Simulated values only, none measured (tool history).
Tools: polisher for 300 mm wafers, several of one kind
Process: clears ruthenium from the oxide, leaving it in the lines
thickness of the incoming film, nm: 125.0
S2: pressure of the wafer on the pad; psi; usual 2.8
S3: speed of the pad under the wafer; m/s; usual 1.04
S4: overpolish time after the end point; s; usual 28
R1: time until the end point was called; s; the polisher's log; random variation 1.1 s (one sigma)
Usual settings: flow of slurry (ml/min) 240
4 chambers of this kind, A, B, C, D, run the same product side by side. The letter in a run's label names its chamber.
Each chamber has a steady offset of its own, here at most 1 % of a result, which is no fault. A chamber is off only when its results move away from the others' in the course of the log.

run 1B day=0.304 | flow_of_slurry_(ml/min)=240 S2=2.8 S3=1.04 S4=28 | R1=86.24
-- day=0.408 chamber D: worn pad replaced by a new one
run 2A day=0.583 | flow_of_slurry_(ml/min)=240 S2=2.8 S3=1.04 S4=28 | R1=88.333
-- day=0.733 chamber A: worn pad replaced by a new one
run 3C day=1.088 | flow_of_slurry_(ml/min)=240 S2=2.8 S3=1.04 S4=28 | R1=87.986
-- day=1.404 chamber C: worn pad replaced by a new one
run 4D day=1.467 | flow_of_slurry_(ml/min)=240 S2=2.8 S3=1.04 S4=28 | R1=87.563
run 5D day=1.742 | flow_of_slurry_(ml/min)=240 S2=2.8 S3=1.04 S4=28 | R1=85.877
-- day=1.988 chamber B: worn pad replaced by a new one
run 6A day=2.212 | flow_of_slurry_(ml/min)=240 S2=2.8 S3=1.04 S4=28 | R1=86.56
run 7C day=2.642 | flow_of_slurry_(ml/min)=240 S2=2.8 S3=1.04 S4=28 | R1=87.093
-- day=2.967 chamber A: slurry nozzle cleaned
run 8B day=3.208 | flow_of_slurry_(ml/min)=240 S2=2.8 S3=1.04 S4=28 | R1=87.192
run 9D day=3.592 | flow_of_slurry_(ml/min)=240 S2=1.9 S3=0.72 S4=28 | R1=193.74
run 10A day=3.933 | flow_of_slurry_(ml/min)=240 S2=1.9 S3=0.72 S4=28 | R1=182.75
run 11C day=4.317 | flow_of_slurry_(ml/min)=240 S2=1.9 S3=0.72 S4=28 | R1=189.33
-- day=4.621 chamber B: worn pad replaced by a new one
-- day=4.688 chamber D: worn pad replaced by a new one
run 12B day=4.788 | flow_of_slurry_(ml/min)=240 S2=1.9 S3=0.72 S4=28 | R1=176.22
run 13D day=5.1 | flow_of_slurry_(ml/min)=240 S2=2.8 S3=1.04 S4=28 | R1=91.986
run 14C day=5.433 | flow_of_slurry_(ml/min)=240 S2=2.8 S3=1.04 S4=28 | R1=87.348
run 15B day=5.95 | flow_of_slurry_(ml/min)=240 S2=2.8 S3=1.04 S4=28 | R1=85.195
-- day=6.1 chamber A: worn pad replaced by a new one
-- day=6.183 chamber B: head pressure recalibrated
run 16A day=6.367 | flow_of_slurry_(ml/min)=240 S2=2.8 S3=1.04 S4=28 | R1=86.458
-- day=6.508 chamber C: worn pad replaced by a new one
run 17D day=6.675 | flow_of_slurry_(ml/min)=240 S2=2.8 S3=1.04 S4=20 | R1=90.982
run 18B day=7.092 | flow_of_slurry_(ml/min)=240 S2=2.8 S3=1.04 S4=20 | R1=86.998
run 19C day=7.458 | flow_of_slurry_(ml/min)=240 S2=2.8 S3=1.04 S4=20 | R1=87.113
-- day=7.492 chamber B: worn pad replaced by a new one
run 20A day=7.896 | flow_of_slurry_(ml/min)=240 S2=2.8 S3=1.04 S4=20 | R1=85.85
run 21A day=8.242 | flow_of_slurry_(ml/min)=240 S2=2.8 S3=1.04 S4=28 | R1=86.639
-- day=8.683 chamber C: slurry nozzle cleaned
run 22B day=8.688 | flow_of_slurry_(ml/min)=240 S2=2.8 S3=1.04 S4=28 | R1=85.884
run 23D day=8.946 | flow_of_slurry_(ml/min)=240 S2=2.8 S3=1.04 S4=28 | R1=93.486
-- day=9.367 chamber D: worn pad replaced by a new one
run 24C day=9.442 | flow_of_slurry_(ml/min)=240 S2=2.8 S3=1.04 S4=28 | R1=88.022
run 25B day=9.825 | flow_of_slurry_(ml/min)=240 S2=2.8 S3=1.04 S4=28 | R1=87.31
run 26A day=10.075 | flow_of_slurry_(ml/min)=240 S2=2.8 S3=1.04 S4=28 | R1=86.262
run 27C day=10.542 | flow_of_slurry_(ml/min)=240 S2=2.8 S3=1.04 S4=28 | R1=85.093
-- day=10.746 chamber B: worn pad replaced by a new one
run 28D day=10.888 | flow_of_slurry_(ml/min)=240 S2=2.8 S3=1.04 S4=28 | R1=95.026
run 29B day=11.233 | flow_of_slurry_(ml/min)=240 S2=2.8 S3=1.04 S4=28 | R1=86.764

What goes on in this fleet: one chamber off, a drifting gauge, or nothing beyond the chambers' own small offsets? Name the chamber and the cause, if any.

Chamber D drifts away from the others.
Cause: head's pressure below its setpoint, % = 7.53.
The log may not tell that from: slurry flow missing at the pad, %.

Here are 4 candidates for chamber D's next run, each the usual settings with a change, their results left as question marks. Which one brings its results back in line with what the others give on the usual settings?
In line means no further than this from the other chambers' mean on the usual settings: R1 3.7 s
run 30D-1 day=11.642 | flow_of_slurry_(ml/min)=240 S2=2.8 S3=1.22 S4=28 | R1=?
run 30D-2 day=11.642 | flow_of_slurry_(ml/min)=240 S2=2.4 S3=1.04 S4=28 | R1=?
run 30D-3 day=11.642 | flow_of_slurry_(ml/min)=240 S2=2.9 S3=1.08 S4=28 | R1=?
run 30D-4 day=11.642 | flow_of_slurry_(ml/min)=240 S2=2.7 S3=1 S4=28 | R1=?

The other chambers' mean on the usual settings: R1 87.17 s
run=30D-1 R1=80.832
run=30D-2 R1=110.95
run=30D-3 R1=88.233
run=30D-4 R1=102.49
30D-3 brings the chamber back in line.

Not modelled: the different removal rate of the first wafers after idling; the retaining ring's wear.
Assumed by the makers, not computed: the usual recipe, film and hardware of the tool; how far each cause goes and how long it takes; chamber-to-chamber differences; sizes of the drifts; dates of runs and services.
